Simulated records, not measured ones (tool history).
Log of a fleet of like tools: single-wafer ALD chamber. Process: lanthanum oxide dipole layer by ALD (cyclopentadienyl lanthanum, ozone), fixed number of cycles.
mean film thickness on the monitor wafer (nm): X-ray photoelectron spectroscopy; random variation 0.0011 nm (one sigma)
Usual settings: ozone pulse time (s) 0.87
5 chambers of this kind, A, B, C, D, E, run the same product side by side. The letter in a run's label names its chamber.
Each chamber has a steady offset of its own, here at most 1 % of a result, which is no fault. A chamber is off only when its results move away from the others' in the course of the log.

run	day	ozone pulse time (s)	read-back reference wafer on the same gauge, thickness_nm	mean film thickness on the monitor wafer (nm)
1D	0.171	0.87	0.43899	0.47648
2C	0.383	0.87	0.43902	0.47892
3B	0.546	0.87	0.43907	0.47645
4E	0.783	0.87	0.43879	0.47425
# day 0.800: chamber E: ozone generator serviced
5A	1.008	0.87	0.43913	0.47309
6B	1.162	0.87	0.43893	0.47665
7C	1.367	0.87	0.43935	0.47863
8A	1.567	0.87	0.43883	0.47324
9D	1.679	0.87	0.43890	0.47592
10E	1.800	0.87	0.43894	0.47632
11E	2.050	0.87	0.43901	0.47494
12A	2.296	0.87	0.43897	0.47416
13B	2.475	0.87	0.43885	0.47463
14D	2.696	0.87	0.43926	0.47639
15C	2.946	1.06	0.43896	0.50996
# day 2.992: chamber C: thermocouple changed; heater temperature recalibrated
16C	3.112	1.06	0.43894	0.51251
17E	3.371	1.06	0.43894	0.50747
18B	3.512	1.06	0.43922	0.50921
19A	3.646	1.06	0.43893	0.50616
20D	3.883	1.11	0.43890	0.51566
21D	4.104	1.11	0.43899	0.51486
22A	4.238	1.11	0.43922	0.51152
23E	4.404	1.11	0.43901	0.51331
24B	4.592	1.11	0.43908	0.51502
25C	4.712	1.18	0.43894	0.52748
26D	4.875	1.18	0.43878	0.52526
27C	5.079	1.18	0.43879	0.52575
28A	5.300	1.18	0.43888	0.52180
29B	5.479	1.18	0.43895	0.52241
30E	5.712	0.87	0.43909	0.47646
31D	5.846	0.87	0.43878	0.47455
32E	6.071	0.87	0.43914	0.47452
33C	6.262	0.87	0.43890	0.47688
34B	6.421	0.87	0.43896	0.47686
35A	6.671	0.87	0.43922	0.47326
36D	6.912	0.87	0.43933	0.47814
37A	7.046	0.87	0.43891	0.47218
38E	7.238	0.87	0.43918	0.47547

What goes on in this fleet: one chamber off, a drifting gauge, or nothing beyond the chambers' own small offsets? Name the chamber and the cause, if any.

No chamber stands off beyond its own small offset, and the gauge holds steady.

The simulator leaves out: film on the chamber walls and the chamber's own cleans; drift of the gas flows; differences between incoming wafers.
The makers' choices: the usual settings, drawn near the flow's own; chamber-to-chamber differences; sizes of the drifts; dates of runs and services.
